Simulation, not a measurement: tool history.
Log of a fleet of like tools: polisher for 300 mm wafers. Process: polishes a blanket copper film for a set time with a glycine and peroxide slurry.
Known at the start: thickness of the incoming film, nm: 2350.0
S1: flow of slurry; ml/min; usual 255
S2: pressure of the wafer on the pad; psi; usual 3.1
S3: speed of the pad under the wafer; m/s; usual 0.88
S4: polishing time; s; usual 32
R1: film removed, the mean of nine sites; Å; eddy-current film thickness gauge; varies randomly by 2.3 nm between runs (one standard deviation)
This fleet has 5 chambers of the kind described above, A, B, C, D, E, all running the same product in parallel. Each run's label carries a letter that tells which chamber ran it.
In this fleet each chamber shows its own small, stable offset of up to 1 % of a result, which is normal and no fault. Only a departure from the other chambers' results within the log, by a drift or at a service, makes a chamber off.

{"hour": 4.1, "done": "chamber C: worn pad replaced by a new one"}
{"run": "1C", "hour": 4.6, "S1": 255, "S2": 3.1, "S3": 0.88, "S4": 32, "R1": 2048.7}
{"run": "2A", "hour": 11.7, "S1": 255, "S2": 3.1, "S3": 0.88, "S4": 32, "R1": 2052.8}
{"run": "3E", "hour": 15.4, "S1": 255, "S2": 3.1, "S3": 0.88, "S4": 32, "R1": 2081.5}
{"hour": 18.8, "done": "chamber D: worn pad replaced by a new one"}
{"run": "4D", "hour": 21.3, "S1": 255, "S2": 3.1, "S3": 0.88, "S4": 32, "R1": 2040.9}
{"run": "5B", "hour": 28.4, "S1": 255, "S2": 3.1, "S3": 0.88, "S4": 32, "R1": 2023.0}
{"run": "6B", "hour": 33.6, "S1": 255, "S2": 3.1, "S3": 0.88, "S4": 32, "R1": 2039.9}
{"run": "7C", "hour": 39.2, "S1": 255, "S2": 3.1, "S3": 0.88, "S4": 24, "R1": 1560.5}
{"run": "8E", "hour": 44.9, "S1": 255, "S2": 3.1, "S3": 0.88, "S4": 24, "R1": 1529.0}
{"run": "9A", "hour": 52.0, "S1": 255, "S2": 3.1, "S3": 0.88, "S4": 24, "R1": 1541.6}
{"run": "10D", "hour": 58.8, "S1": 255, "S2": 3.1, "S3": 0.88, "S4": 24, "R1": 1501.0}
{"hour": 62.7, "done": "chamber A: worn pad replaced by a new one"}
{"hour": 64.5, "done": "chamber B: worn pad replaced by a new one"}
{"run": "11B", "hour": 65.0, "S1": 255, "S2": 3.1, "S3": 0.88, "S4": 24, "R1": 1552.4}
{"run": "12A", "hour": 71.3, "S1": 255, "S2": 3.1, "S3": 0.88, "S4": 32, "R1": 2044.4}
{"hour": 74.7, "done": "chamber E: worn pad replaced by a new one"}
{"hour": 75.0, "done": "chamber D: worn pad replaced by a new one"}
{"run": "13C", "hour": 78.0, "S1": 255, "S2": 3.1, "S3": 0.88, "S4": 32, "R1": 2055.4}
{"hour": 78.6, "done": "chamber C: worn pad replaced by a new one"}
{"run": "14D", "hour": 82.5, "S1": 255, "S2": 3.1, "S3": 0.88, "S4": 32, "R1": 2011.0}
{"run": "15E", "hour": 88.9, "S1": 255, "S2": 3.1, "S3": 0.88, "S4": 32, "R1": 2040.1}
{"run": "16A", "hour": 94.2, "S1": 255, "S2": 3.1, "S3": 0.88, "S4": 32, "R1": 2022.6}
{"run": "17C", "hour": 100.9, "S1": 255, "S2": 3.1, "S3": 1.1, "S4": 32, "R1": 2461.3}
{"run": "18D", "hour": 104.6, "S1": 255, "S2": 3.1, "S3": 1.1, "S4": 32, "R1": 2397.7}
{"run": "19B", "hour": 111.7, "S1": 255, "S2": 3.1, "S3": 1.1, "S4": 32, "R1": 2442.2}
{"run": "20E", "hour": 118.9, "S1": 255, "S2": 3.1, "S3": 1.1, "S4": 32, "R1": 2414.6}
{"run": "21E", "hour": 122.9, "S1": 255, "S2": 3.1, "S3": 1.1, "S4": 32, "R1": 2460.3}
{"run": "22D", "hour": 128.7, "S1": 255, "S2": 3.1, "S3": 0.88, "S4": 32, "R1": 2019.7}
{"hour": 132.0, "done": "chamber A: worn pad replaced by a new one"}
{"run": "23B", "hour": 132.5, "S1": 255, "S2": 3.1, "S3": 0.88, "S4": 32, "R1": 2070.3}
{"hour": 134.6, "done": "chamber D: worn pad replaced by a new one"}
{"run": "24A", "hour": 139.6, "S1": 255, "S2": 3.1, "S3": 0.88, "S4": 32, "R1": 2035.7}
{"run": "25C", "hour": 146.4, "S1": 305, "S2": 2.0, "S3": 0.88, "S4": 32, "R1": 1492.5}
{"hour": 146.8, "done": "chamber B: worn pad replaced by a new one"}
{"hour": 149.1, "done": "chamber C: worn pad replaced by a new one"}
{"run": "26A", "hour": 151.4, "S1": 305, "S2": 2.0, "S3": 0.88, "S4": 32, "R1": 1461.2}
{"run": "27C", "hour": 157.9, "S1": 305, "S2": 2.0, "S3": 0.88, "S4": 32, "R1": 1479.8}
{"run": "28D", "hour": 164.7, "S1": 305, "S2": 2.0, "S3": 0.88, "S4": 32, "R1": 1469.9}
{"run": "29E", "hour": 169.5, "S1": 305, "S2": 2.0, "S3": 0.88, "S4": 32, "R1": 1457.5}
{"hour": 171.6, "done": "chamber E: worn pad replaced by a new one"}
{"hour": 173.2, "done": "chamber D: slurry nozzle cleaned"}
{"run": "30B", "hour": 176.3, "S1": 255, "S2": 3.1, "S3": 0.88, "S4": 32, "R1": 2070.8}
{"run": "31B", "hour": 182.0, "S1": 255, "S2": 3.1, "S3": 0.88, "S4": 32, "R1": 2042.3}
{"run": "32E", "hour": 188.2, "S1": 255, "S2": 3.1, "S3": 0.88, "S4": 32, "R1": 2038.8}
{"hour": 190.0, "done": "chamber D: worn pad replaced by a new one"}
{"run": "33D", "hour": 191.9, "S1": 255, "S2": 3.1, "S3": 0.88, "S4": 32, "R1": 2040.7}
{"run": "34C", "hour": 195.7, "S1": 255, "S2": 3.1, "S3": 0.88, "S4": 32, "R1": 2047.4}
{"run": "35A", "hour": 201.3, "S1": 255, "S2": 3.1, "S3": 0.88, "S4": 32, "R1": 2045.4}
{"run": "36D", "hour": 205.4, "S1": 255, "S2": 3.1, "S3": 0.88, "S4": 32, "R1": 2034.4}

Next, all 5 chambers run the settings below, one line each with question marks for the results. What does each chamber give?
{"run": "37A", "hour": 210.6, "S1": 255, "S2": 3.1, "S3": 0.88, "S4": 24, "R1": "?"}
{"run": "37B", "hour": 210.6, "S1": 255, "S2": 3.1, "S3": 0.88, "S4": 24, "R1": "?"}
{"run": "37C", "hour": 210.6, "S1": 255, "S2": 3.1, "S3": 0.88, "S4": 24, "R1": "?"}
{"run": "37D", "hour": 210.6, "S1": 255, "S2": 3.1, "S3": 0.88, "S4": 24, "R1": "?"}
{"run": "37E", "hour": 210.6, "S1": 255, "S2": 3.1, "S3": 0.88, "S4": 24, "R1": "?"}

run=37A R1=1549.2
run=37B R1=1542.3
run=37C R1=1525.1
run=37D R1=1512.4
run=37E R1=1530.1
